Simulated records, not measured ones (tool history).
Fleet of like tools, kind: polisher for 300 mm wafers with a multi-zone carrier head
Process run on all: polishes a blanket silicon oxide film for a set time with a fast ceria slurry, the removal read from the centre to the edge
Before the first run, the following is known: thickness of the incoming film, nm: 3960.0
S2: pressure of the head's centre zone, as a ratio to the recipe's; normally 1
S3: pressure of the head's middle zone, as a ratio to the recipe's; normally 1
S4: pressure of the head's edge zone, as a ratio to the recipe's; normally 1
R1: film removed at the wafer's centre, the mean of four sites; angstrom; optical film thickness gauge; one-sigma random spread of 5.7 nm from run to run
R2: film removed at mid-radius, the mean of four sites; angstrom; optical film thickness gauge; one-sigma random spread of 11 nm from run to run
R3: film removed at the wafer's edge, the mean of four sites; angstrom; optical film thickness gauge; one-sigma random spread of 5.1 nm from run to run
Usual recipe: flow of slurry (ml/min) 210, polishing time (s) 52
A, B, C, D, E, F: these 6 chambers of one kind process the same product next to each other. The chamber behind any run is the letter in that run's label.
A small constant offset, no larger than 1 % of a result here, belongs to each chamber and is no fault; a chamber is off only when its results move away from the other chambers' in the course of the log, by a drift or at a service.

run 1A hour=8.2 | flow_of_slurry_(ml/min)=210 S2=1 S3=1 S4=1 polishing_time_(s)=52 | R1=7875 R2=7768.9 R3=7922.5
-- hour=16 chamber D: edge zone pressure recalibrated
run 2C hour=17.9 | flow_of_slurry_(ml/min)=210 S2=1 S3=1 S4=1 polishing_time_(s)=52 | R1=8010.6 R2=7981.5 R3=7973.7
run 3D hour=26.2 | flow_of_slurry_(ml/min)=210 S2=1 S3=1 S4=1 polishing_time_(s)=52 | R1=7895.4 R2=7997.1 R3=7886.9
-- hour=31.5 chamber C: edge zone pressure recalibrated
run 4E hour=33.5 | flow_of_slurry_(ml/min)=210 S2=1 S3=1 S4=1 polishing_time_(s)=52 | R1=7793.7 R2=7934.6 R3=7818.3
-- hour=35.7 chamber E: worn pad replaced by a new one
-- hour=36.7 chamber C: worn pad replaced by a new one
run 5B hour=44.1 | flow_of_slurry_(ml/min)=210 S2=1 S3=1 S4=1 polishing_time_(s)=52 | R1=7849.5 R2=8055.1 R3=7971
-- hour=44.9 chamber D: worn pad replaced by a new one
run 6F hour=49.3 | flow_of_slurry_(ml/min)=210 S2=1 S3=1 S4=1 polishing_time_(s)=52 | R1=7983.5 R2=7989.5 R3=7911.7
run 7A hour=54.5 | flow_of_slurry_(ml/min)=210 S2=1 S3=1 S4=1 polishing_time_(s)=52 | R1=7948.8 R2=7809 R3=7930.3
-- hour=63 chamber B: slurry nozzle cleaned
run 8D hour=65.2 | flow_of_slurry_(ml/min)=210 S2=1 S3=1 S4=1 polishing_time_(s)=52 | R1=7929.6 R2=7781.9 R3=7823.8
-- hour=73.2 chamber B: worn pad replaced by a new one
run 9F hour=73.9 | flow_of_slurry_(ml/min)=210 S2=1 S3=1 S4=1 polishing_time_(s)=52 | R1=7941.6 R2=7895.2 R3=7836.2
run 10C hour=79 | flow_of_slurry_(ml/min)=210 S2=1 S3=1 S4=1 polishing_time_(s)=52 | R1=7834.5 R2=7961.5 R3=7863.9
-- hour=79.8 chamber A: worn pad replaced by a new one
-- hour=82.4 chamber D: centre zone pressure recalibrated
run 11E hour=84.8 | flow_of_slurry_(ml/min)=210 S2=1 S3=1 S4=1 polishing_time_(s)=52 | R1=7815.6 R2=8026.4 R3=7712.4
-- hour=85.8 chamber F: worn pad replaced by a new one
run 12B hour=93.5 | flow_of_slurry_(ml/min)=210 S2=1 S3=1 S4=1 polishing_time_(s)=52 | R1=7953 R2=7865.8 R3=7937.4
run 13D hour=104.5 | flow_of_slurry_(ml/min)=210 S2=1 S3=1 S4=1 polishing_time_(s)=52 | R1=8003 R2=7915.3 R3=7992.6
run 14E hour=113.6 | flow_of_slurry_(ml/min)=210 S2=0.89 S3=1 S4=1 polishing_time_(s)=52 | R1=6861.8 R2=7823.4 R3=7802.6
run 15B hour=120.2 | flow_of_slurry_(ml/min)=210 S2=0.89 S3=1 S4=1 polishing_time_(s)=52 | R1=6927.2 R2=8005.4 R3=7882.1
-- hour=121.2 chamber F: slurry nozzle cleaned
-- hour=126.4 chamber E: slurry nozzle cleaned
run 16A hour=127.3 | flow_of_slurry_(ml/min)=210 S2=0.89 S3=1 S4=1 polishing_time_(s)=52 | R1=6894.7 R2=7734.5 R3=7897
run 17C hour=137.3 | flow_of_slurry_(ml/min)=210 S2=0.89 S3=1 S4=1 polishing_time_(s)=52 | R1=6969.8 R2=7901.6 R3=7895.7
run 18F hour=148.2 | flow_of_slurry_(ml/min)=210 S2=0.89 S3=1 S4=1 polishing_time_(s)=52 | R1=6893.6 R2=7984.6 R3=7835
-- hour=150.1 chamber E: worn pad replaced by a new one
-- hour=155.6 chamber C: worn pad replaced by a new one
-- hour=157 chamber B: worn pad replaced by a new one
run 19E hour=159.6 | flow_of_slurry_(ml/min)=210 S2=0.89 S3=1 S4=1 polishing_time_(s)=52 | R1=6879.9 R2=8058.1 R3=7816.9
run 20D hour=167.3 | flow_of_slurry_(ml/min)=210 S2=1 S3=0.91 S4=1 polishing_time_(s)=52 | R1=7928 R2=7387.5 R3=7903.9
-- hour=169 chamber A: worn pad replaced by a new one
-- hour=176.8 chamber F: edge zone pressure recalibrated
-- hour=177.5 chamber D: worn pad replaced by a new one
run 21B hour=178.1 | flow_of_slurry_(ml/min)=210 S2=1 S3=0.91 S4=1 polishing_time_(s)=52 | R1=7939.5 R2=7180.4 R3=7816.4
-- hour=186.2 chamber F: worn pad replaced by a new one
run 22C hour=189.4 | flow_of_slurry_(ml/min)=210 S2=1 S3=0.91 S4=1 polishing_time_(s)=52 | R1=7955.5 R2=7240.7 R3=7891.8
-- hour=196.7 chamber F: centre zone pressure recalibrated
run 23A hour=196.7 | flow_of_slurry_(ml/min)=210 S2=1 S3=0.91 S4=1 polishing_time_(s)=52 | R1=7589.6 R2=7158.9 R3=7829.5
run 24F hour=203.7 | flow_of_slurry_(ml/min)=210 S2=1 S3=0.91 S4=1 polishing_time_(s)=52 | R1=8038.7 R2=7416.4 R3=7854.9
run 25D hour=214.7 | flow_of_slurry_(ml/min)=210 S2=1 S3=0.91 S4=1 polishing_time_(s)=52 | R1=7927.6 R2=7346.3 R3=7942.3
run 26E hour=221.4 | flow_of_slurry_(ml/min)=210 S2=1 S3=1 S4=1 polishing_time_(s)=52 | R1=7793.1 R2=7948.8 R3=7888
run 27A hour=230.3 | flow_of_slurry_(ml/min)=210 S2=1 S3=1 S4=1 polishing_time_(s)=52 | R1=7608.7 R2=7998.5 R3=7884
-- hour=240.5 chamber B: worn pad replaced by a new one
-- hour=240.8 chamber E: worn pad replaced by a new one
run 28B hour=241.1 | flow_of_slurry_(ml/min)=210 S2=1 S3=1 S4=1 polishing_time_(s)=52 | R1=7811.2 R2=7646.2 R3=7819.6
-- hour=243.3 chamber A: edge zone pressure recalibrated
run 29C hour=249.3 | flow_of_slurry_(ml/min)=210 S2=1.06 S3=1 S4=1 polishing_time_(s)=40 | R1=6481.8 R2=6059.9 R3=6054.1
run 30F hour=257.4 | flow_of_slurry_(ml/min)=210 S2=1.06 S3=1 S4=1 polishing_time_(s)=40 | R1=6469.2 R2=6086.6 R3=5999.3
-- hour=263.5 chamber C: worn pad replaced by a new one
-- hour=264.5 chamber A: worn pad replaced by a new one
run 31F hour=265 | flow_of_slurry_(ml/min)=210 S2=1.06 S3=1 S4=1 polishing_time_(s)=40 | R1=6471.8 R2=6059.3 R3=6003.3
run 32A hour=273.2 | flow_of_slurry_(ml/min)=210 S2=1.06 S3=1 S4=1 polishing_time_(s)=40 | R1=6122.5 R2=6197.3 R3=6149.9
run 33D hour=284.4 | flow_of_slurry_(ml/min)=210 S2=1.06 S3=1 S4=1 polishing_time_(s)=40 | R1=6407.8 R2=6131.8 R3=6097.5
-- hour=289.9 chamber F: worn pad replaced by a new one
run 34B hour=295.3 | flow_of_slurry_(ml/min)=210 S2=1.06 S3=1 S4=1 polishing_time_(s)=40 | R1=6461.3 R2=6061.5 R3=6046.9
run 35E hour=304.8 | flow_of_slurry_(ml/min)=210 S2=1 S3=1 S4=1.06 polishing_time_(s)=52 | R1=7849.9 R2=7919.5 R3=8060.9
-- hour=307.4 chamber D: worn pad replaced by a new one
run 36C hour=314.7 | flow_of_slurry_(ml/min)=210 S2=1 S3=1 S4=1.06 polishing_time_(s)=52 | R1=7947.6 R2=7874 R3=8138.2
run 37A hour=321.2 | flow_of_slurry_(ml/min)=210 S2=1 S3=1 S4=1.06 polishing_time_(s)=52 | R1=7341.9 R2=8027 R3=8100.1
-- hour=324 chamber B: worn pad replaced by a new one
run 38E hour=332.1 | flow_of_slurry_(ml/min)=210 S2=1 S3=1 S4=1.06 polishing_time_(s)=52 | R1=7785.7 R2=7607.9 R3=8123.7
run 39B hour=343.6 | flow_of_slurry_(ml/min)=210 S2=1 S3=1 S4=1.06 polishing_time_(s)=52 | R1=7840.9 R2=7948.3 R3=8097
run 40F hour=352.4 | flow_of_slurry_(ml/min)=210 S2=1 S3=1 S4=1.06 polishing_time_(s)=52 | R1=8005 R2=7872.8 R3=8069.5
run 41D hour=358.1 | flow_of_slurry_(ml/min)=210 S2=1 S3=1 S4=1 polishing_time_(s)=52 | R1=7937.7 R2=7805.4 R3=7928.3
run 42C hour=364.8 | flow_of_slurry_(ml/min)=210 S2=1 S3=1 S4=1 polishing_time_(s)=52 | R1=7905.4 R2=7886.4 R3=7906.9

All chambers now run identical settings, listed one chamber a line with results as question marks. What results will each chamber show?
run 43A hour=373.1 | flow_of_slurry_(ml/min)=210 S2=1 S3=1 S4=1 polishing_time_(s)=52 | R1=? R2=? R3=?
run 43B hour=373.1 | flow_of_slurry_(ml/min)=210 S2=1 S3=1 S4=1 polishing_time_(s)=52 | R1=? R2=? R3=?
run 43C hour=373.1 | flow_of_slurry_(ml/min)=210 S2=1 S3=1 S4=1 polishing_time_(s)=52 | R1=? R2=? R3=?
run 43D hour=373.1 | flow_of_slurry_(ml/min)=210 S2=1 S3=1 S4=1 polishing_time_(s)=52 | R1=? R2=? R3=?
run 43E hour=373.1 | flow_of_slurry_(ml/min)=210 S2=1 S3=1 S4=1 polishing_time_(s)=52 | R1=? R2=? R3=?
run 43F hour=373.1 | flow_of_slurry_(ml/min)=210 S2=1 S3=1 S4=1 polishing_time_(s)=52 | R1=? R2=? R3=?

run=43A R1=7225.2 R2=8002.8 R3=7876.3
run=43B R1=7784.2 R2=7651.9 R3=7848
run=43C R1=7866.1 R2=7795.5 R3=7943.7
run=43D R1=7796.3 R2=7761.9 R3=7843.9
run=43E R1=7804.9 R2=8061.9 R3=7795.4
run=43F R1=8028.9 R2=7709.2 R3=7857.3

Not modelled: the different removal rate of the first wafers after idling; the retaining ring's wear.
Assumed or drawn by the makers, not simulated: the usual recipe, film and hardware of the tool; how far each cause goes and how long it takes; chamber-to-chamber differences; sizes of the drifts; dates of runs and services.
